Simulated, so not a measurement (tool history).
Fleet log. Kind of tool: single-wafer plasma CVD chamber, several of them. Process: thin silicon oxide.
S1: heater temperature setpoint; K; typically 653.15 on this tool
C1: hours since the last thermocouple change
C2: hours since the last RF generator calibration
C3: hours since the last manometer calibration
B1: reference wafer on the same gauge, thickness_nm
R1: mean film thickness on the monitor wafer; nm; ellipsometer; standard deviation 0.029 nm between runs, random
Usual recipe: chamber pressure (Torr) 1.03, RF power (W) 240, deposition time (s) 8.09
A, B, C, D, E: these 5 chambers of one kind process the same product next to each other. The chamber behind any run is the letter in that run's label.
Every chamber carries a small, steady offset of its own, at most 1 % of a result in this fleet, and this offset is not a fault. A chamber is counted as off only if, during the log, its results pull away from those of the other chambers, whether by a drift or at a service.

{"run": "1A", "day": 0.279, "S1": 653.15, "chamber pressure (Torr)": 1.03, "RF power (W)": 240, "deposition time (s)": 8.09, "C1": 1074.2, "C2": 1594.8, "C3": 1506.1, "B1": 16.491, "R1": 16.755}
{"run": "2B", "day": 0.562, "S1": 653.15, "chamber pressure (Torr)": 1.03, "RF power (W)": 240, "deposition time (s)": 8.09, "C1": 868.4, "C2": 996.4, "C3": 573.3, "B1": 16.492, "R1": 16.739}
{"run": "3C", "day": 0.725, "S1": 653.15, "chamber pressure (Torr)": 1.03, "RF power (W)": 240, "deposition time (s)": 8.09, "C1": 517.1, "C2": 906.1, "C3": 2307.4, "B1": 16.484, "R1": 16.954}
{"run": "4D", "day": 0.95, "S1": 653.15, "chamber pressure (Torr)": 1.03, "RF power (W)": 240, "deposition time (s)": 8.09, "C1": 1160.6, "C2": 1051.4, "C3": 1053.4, "B1": 16.496, "R1": 16.69}
{"day": 1.108, "done": "chamber B: thermocouple changed; heater temperature recalibrated"}
{"run": "5E", "day": 1.204, "S1": 653.15, "chamber pressure (Torr)": 1.03, "RF power (W)": 240, "deposition time (s)": 8.09, "C1": 1221.3, "C2": 646.8, "C3": 522.4, "B1": 16.485, "R1": 16.794}
{"run": "6C", "day": 1.492, "S1": 653.15, "chamber pressure (Torr)": 1.03, "RF power (W)": 240, "deposition time (s)": 8.09, "C1": 535.5, "C2": 924.5, "C3": 2325.8, "B1": 16.489, "R1": 16.896}
{"run": "7B", "day": 1.679, "S1": 653.15, "chamber pressure (Torr)": 1.03, "RF power (W)": 240, "deposition time (s)": 8.09, "C1": 13.8, "C2": 1023.2, "C3": 600.1, "B1": 16.473, "R1": 16.716}
{"run": "8E", "day": 2.0, "S1": 653.15, "chamber pressure (Torr)": 1.03, "RF power (W)": 240, "deposition time (s)": 8.09, "C1": 1240.4, "C2": 665.9, "C3": 541.5, "B1": 16.477, "R1": 16.782}
{"run": "9D", "day": 2.162, "S1": 653.15, "chamber pressure (Torr)": 1.03, "RF power (W)": 240, "deposition time (s)": 8.09, "C1": 1189.7, "C2": 1080.5, "C3": 1082.5, "B1": 16.474, "R1": 16.672}
{"run": "10A", "day": 2.375, "S1": 653.15, "chamber pressure (Torr)": 0.8, "RF power (W)": 265, "deposition time (s)": 8.09, "C1": 1124.5, "C2": 1645.1, "C3": 1556.4, "B1": 16.471, "R1": 14.157}
{"day": 2.5, "done": "chamber C: capacitance manometer re-zeroed and calibrated"}
{"run": "11C", "day": 2.567, "S1": 653.15, "chamber pressure (Torr)": 0.8, "RF power (W)": 265, "deposition time (s)": 8.09, "C1": 561.3, "C2": 950.3, "C3": 1.6, "B1": 16.471, "R1": 14.448}
{"run": "12B", "day": 2.758, "S1": 653.15, "chamber pressure (Torr)": 0.8, "RF power (W)": 265, "deposition time (s)": 8.09, "C1": 39.7, "C2": 1049.1, "C3": 626, "B1": 16.464, "R1": 14.232}
{"run": "13A", "day": 3.029, "S1": 653.15, "chamber pressure (Torr)": 0.8, "RF power (W)": 265, "deposition time (s)": 8.09, "C1": 1140.2, "C2": 1660.8, "C3": 1572.1, "B1": 16.46, "R1": 14.181}
{"run": "14E", "day": 3.179, "S1": 653.15, "chamber pressure (Torr)": 0.8, "RF power (W)": 265, "deposition time (s)": 8.09, "C1": 1268.7, "C2": 694.2, "C3": 569.8, "B1": 16.462, "R1": 14.275}
{"day": 3.3, "done": "chamber D: RF generator calibrated"}
{"run": "15D", "day": 3.333, "S1": 653.15, "chamber pressure (Torr)": 1.03, "RF power (W)": 240, "deposition time (s)": 8.09, "C1": 1217.8, "C2": 0.9, "C3": 1110.6, "B1": 16.463, "R1": 16.71}
{"run": "16A", "day": 3.475, "S1": 653.15, "chamber pressure (Torr)": 1.03, "RF power (W)": 240, "deposition time (s)": 8.09, "C1": 1150.9, "C2": 1671.5, "C3": 1582.8, "B1": 16.452, "R1": 16.671}
{"run": "17D", "day": 3.725, "S1": 653.15, "chamber pressure (Torr)": 1.03, "RF power (W)": 240, "deposition time (s)": 8.09, "C1": 1227.2, "C2": 10.3, "C3": 1120, "B1": 16.454, "R1": 16.668}
{"run": "18E", "day": 3.917, "S1": 653.15, "chamber pressure (Torr)": 1.03, "RF power (W)": 240, "deposition time (s)": 8.09, "C1": 1286.4, "C2": 711.9, "C3": 587.5, "B1": 16.445, "R1": 16.735}
{"day": 4.017, "done": "chamber A: RF generator calibrated"}
{"run": "19C", "day": 4.183, "S1": 653.15, "chamber pressure (Torr)": 1.03, "RF power (W)": 240, "deposition time (s)": 8.09, "C1": 600.1, "C2": 989.1, "C3": 40.4, "B1": 16.443, "R1": 16.856}
{"run": "20B", "day": 4.342, "S1": 653.15, "chamber pressure (Torr)": 1.03, "RF power (W)": 200, "deposition time (s)": 8.09, "C1": 77.7, "C2": 1087.1, "C3": 664, "B1": 16.447, "R1": 15.287}
{"day": 4.358, "done": "chamber A: thermocouple changed; heater temperature recalibrated"}
{"run": "21A", "day": 4.533, "S1": 653.15, "chamber pressure (Torr)": 1.03, "RF power (W)": 200, "deposition time (s)": 8.09, "C1": 4.2, "C2": 12.4, "C3": 1608.2, "B1": 16.446, "R1": 15.305}
{"run": "22C", "day": 4.746, "S1": 653.15, "chamber pressure (Torr)": 1.03, "RF power (W)": 200, "deposition time (s)": 8.09, "C1": 613.6, "C2": 1002.6, "C3": 53.9, "B1": 16.438, "R1": 15.459}
{"run": "23B", "day": 4.912, "S1": 653.15, "chamber pressure (Torr)": 1.03, "RF power (W)": 200, "deposition time (s)": 8.09, "C1": 91.4, "C2": 1100.8, "C3": 677.7, "B1": 16.44, "R1": 15.29}
{"run": "24D", "day": 5.196, "S1": 653.15, "chamber pressure (Torr)": 1.03, "RF power (W)": 200, "deposition time (s)": 8.09, "C1": 1262.5, "C2": 45.6, "C3": 1155.3, "B1": 16.431, "R1": 15.18}
{"run": "25E", "day": 5.438, "S1": 653.15, "chamber pressure (Torr)": 1.03, "RF power (W)": 240, "deposition time (s)": 8.09, "C1": 1322.9, "C2": 748.4, "C3": 624, "B1": 16.433, "R1": 16.731}
{"run": "26D", "day": 5.7, "S1": 666.15, "chamber pressure (Torr)": 1.03, "RF power (W)": 240, "deposition time (s)": 9.36, "C1": 1274.6, "C2": 57.7, "C3": 1167.4, "B1": 16.433, "R1": 19.065}
{"run": "27E", "day": 5.983, "S1": 666.15, "chamber pressure (Torr)": 1.03, "RF power (W)": 240, "deposition time (s)": 9.36, "C1": 1336, "C2": 761.5, "C3": 637.1, "B1": 16.421, "R1": 19.192}
{"run": "28A", "day": 6.179, "S1": 666.15, "chamber pressure (Torr)": 1.03, "RF power (W)": 240, "deposition time (s)": 9.36, "C1": 43.7, "C2": 51.9, "C3": 1647.7, "B1": 16.418, "R1": 19.004}
{"run": "29C", "day": 6.346, "S1": 666.15, "chamber pressure (Torr)": 1.03, "RF power (W)": 240, "deposition time (s)": 9.36, "C1": 652, "C2": 1041, "C3": 92.3, "B1": 16.424, "R1": 19.312}
{"run": "30B", "day": 6.538, "S1": 666.15, "chamber pressure (Torr)": 1.03, "RF power (W)": 240, "deposition time (s)": 9.36, "C1": 130.4, "C2": 1139.8, "C3": 716.7, "B1": 16.417, "R1": 19.117}
{"run": "31A", "day": 6.683, "S1": 653.15, "chamber pressure (Torr)": 1.03, "RF power (W)": 240, "deposition time (s)": 8.09, "C1": 55.8, "C2": 64, "C3": 1659.8, "B1": 16.41, "R1": 16.633}
{"run": "32D", "day": 6.983, "S1": 653.15, "chamber pressure (Torr)": 1.03, "RF power (W)": 240, "deposition time (s)": 8.09, "C1": 1305.4, "C2": 88.5, "C3": 1198.2, "B1": 16.415, "R1": 16.632}
{"run": "33C", "day": 7.142, "S1": 653.15, "chamber pressure (Torr)": 1.03, "RF power (W)": 240, "deposition time (s)": 8.09, "C1": 671.1, "C2": 1060.1, "C3": 111.4, "B1": 16.413, "R1": 16.759}
{"run": "34B", "day": 7.325, "S1": 653.15, "chamber pressure (Torr)": 1.03, "RF power (W)": 240, "deposition time (s)": 8.09, "C1": 149.3, "C2": 1158.7, "C3": 735.6, "B1": 16.41, "R1": 16.656}
{"run": "35E", "day": 7.612, "S1": 653.15, "chamber pressure (Torr)": 1.03, "RF power (W)": 240, "deposition time (s)": 8.09, "C1": 1375.1, "C2": 800.6, "C3": 676.2, "B1": 16.405, "R1": 16.709}
{"run": "36E", "day": 7.888, "S1": 653.15, "chamber pressure (Torr)": 1.03, "RF power (W)": 240, "deposition time (s)": 8.09, "C1": 1381.7, "C2": 807.2, "C3": 682.8, "B1": 16.395, "R1": 16.692}
{"run": "37B", "day": 8.133, "S1": 653.15, "chamber pressure (Torr)": 1.03, "RF power (W)": 240, "deposition time (s)": 8.09, "C1": 168.7, "C2": 1178.1, "C3": 755, "B1": 16.397, "R1": 16.633}
{"run": "38C", "day": 8.354, "S1": 653.15, "chamber pressure (Torr)": 1.03, "RF power (W)": 240, "deposition time (s)": 8.09, "C1": 700.2, "C2": 1089.2, "C3": 140.5, "B1": 16.397, "R1": 16.831}
{"run": "39A", "day": 8.554, "S1": 653.15, "chamber pressure (Torr)": 1.03, "RF power (W)": 240, "deposition time (s)": 8.09, "C1": 100.7, "C2": 108.9, "C3": 1704.7, "B1": 16.39, "R1": 16.575}
{"run": "40D", "day": 8.7, "S1": 653.15, "chamber pressure (Torr)": 1.03, "RF power (W)": 240, "deposition time (s)": 8.09, "C1": 1346.6, "C2": 129.7, "C3": 1239.4, "B1": 16.387, "R1": 16.584}

What goes on in this fleet: one chamber off, a drifting gauge, or nothing beyond the chambers' own small offsets? Name the chamber and the cause, if any.

The shared gauge is drifting. All chambers look as if they move in step, but none is off.
Cause: gauge reads low (%) = 0.697.
